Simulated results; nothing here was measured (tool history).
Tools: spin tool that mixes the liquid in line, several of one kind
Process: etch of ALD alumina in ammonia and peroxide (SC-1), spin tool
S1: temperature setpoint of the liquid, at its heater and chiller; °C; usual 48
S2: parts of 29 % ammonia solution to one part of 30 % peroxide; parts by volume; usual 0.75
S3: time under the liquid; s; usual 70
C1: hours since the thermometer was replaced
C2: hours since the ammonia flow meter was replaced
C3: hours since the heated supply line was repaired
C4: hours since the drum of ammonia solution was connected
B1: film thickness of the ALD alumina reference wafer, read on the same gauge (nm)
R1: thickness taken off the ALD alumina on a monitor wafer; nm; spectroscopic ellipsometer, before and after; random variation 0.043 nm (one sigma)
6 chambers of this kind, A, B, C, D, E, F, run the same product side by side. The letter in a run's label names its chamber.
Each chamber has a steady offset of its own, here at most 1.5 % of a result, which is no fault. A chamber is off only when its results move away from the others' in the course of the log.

run	hour	S1	S2	S3	C1	C2	C3	C4	B1	R1
1E	5.2	48	0.75	70	345.8	1703.7	1230.4	509.5	100.02	5.5743
2C	12.3	48	0.75	70	1343.2	1219.8	3235.5	531.6	99.991	5.6174
3A	20.2	48	0.75	70	354.9	211.7	3170.4	433.1	100	5.6659
# hour 25.6: chamber E: new drum of ammonia solution connected
4F	25.9	48	0.75	70	1310.8	705.3	2516.8	493.2	100.01	5.566
5B	33.1	57	0.75	70	1062.5	194.2	662.8	106.9	99.974	8.9136
# hour 38.2: chamber C: heated supply line repaired
6D	40.1	57	0.75	70	97.4	1098.4	1476.5	288.8	100.03	9.0595
7A	48.8	57	0.75	70	383.5	240.3	3199	461.7	99.997	9.2194
8B	55.8	57	0.75	70	1085.2	216.9	685.5	129.6	99.989	8.9025
9E	60.6	57	0.75	70	401.2	1759.1	1285.8	35.1	100	9.1882
10D	65.6	57	0.75	70	122.9	1123.9	1502	314.3	100.03	9.0846
11F	71.5	48	0.75	70	1356.4	750.9	2562.4	538.8	100	5.5642
12C	80	48	0.75	70	1410.9	1287.5	41.9	599.3	100.03	5.648
13A	85.9	48	0.75	45	420.6	277.4	3236.1	498.8	100.03	3.6354
14E	93.8	48	0.75	45	434.4	1792.3	1319	68.3	99.984	3.6377
15C	102.5	48	0.75	45	1433.4	1310	64.4	621.8	100.01	3.5735
16B	108.9	48	0.75	45	1138.3	270	738.6	182.7	100.01	3.4497
17D	113.4	48	0.75	45	170.7	1171.7	1549.8	362.1	99.989	3.5707
18F	119.3	48	0.75	45	1404.2	798.7	2610.2	586.6	100.03	3.5905
19A	124.5	48	0.75	70	459.2	316	3274.7	537.4	100.01	5.6466
20B	131.1	48	0.75	70	1160.5	292.2	760.8	204.9	99.977	5.3228
# hour 134.7: chamber D: heated supply line repaired
21D	137.9	48	0.75	70	195.2	1196.2	3.2	386.6	99.995	5.5736
22C	146.3	48	0.75	70	1477.2	1353.8	108.2	665.6	100	5.5376
23E	152.5	48	0.75	70	493.1	1851	1377.7	127	100	5.5717
24F	161	48	0.75	70	1445.9	840.4	2651.9	628.3	99.999	5.6115
# hour 164.8: chamber C: ammonia flow meter replaced
25A	168.6	48	0.75	70	503.3	360.1	3318.8	581.5	99.98	5.657
26B	173.9	55.5	1.1	70	1203.3	335	803.6	247.7	100	8.1392
# hour 177.2: chamber A: thermometer replaced
27F	179.5	55.5	1.1	70	1464.4	858.9	2670.4	646.8	100	8.6828
28E	186.6	55.5	1.1	70	527.2	1885.1	1411.8	161.1	100.02	8.8099
29D	195.2	55.5	1.1	70	252.5	1253.5	60.5	443.9	100.02	8.642
30C	201.3	55.5	1.1	70	1532.2	36.5	163.2	720.6	100	8.7186
31A	205.8	55.5	1.1	70	28.6	397.3	3356	618.7	99.996	8.9099
# hour 207.1: chamber C: thermometer replaced
32D	212.2	48	0.75	70	269.5	1270.5	77.5	460.9	99.992	5.5781
33C	220.5	48	0.75	70	13.4	55.7	182.4	739.8	99.992	5.5995
34E	225.9	48	0.75	70	566.5	1924.4	1451.1	200.4	100.01	5.598
35F	232.5	54.5	0.75	70	1517.4	911.9	2723.4	699.8	99.981	7.8519
36B	239.4	54.5	0.75	70	1268.8	400.5	869.1	313.2	100.01	7.2643
37D	247.3	54.5	0.75	70	304.6	1305.6	112.6	496	99.987	7.9025
38B	251.5	54.5	0.75	70	1280.9	412.6	881.2	325.3	100.01	7.2728

Next, every chamber runs the same settings. What will each give?
39A	257.8	48	0.75	105						?
39B	257.8	48	0.75	105						?
39C	257.8	48	0.75	105						?
39D	257.8	48	0.75	105						?
39E	257.8	48	0.75	105						?
39F	257.8	48	0.75	105						?

run	R1
39A	8.3797
39B	7.6438
39C	8.4469
39D	8.3599
39E	8.4131
39F	8.4253
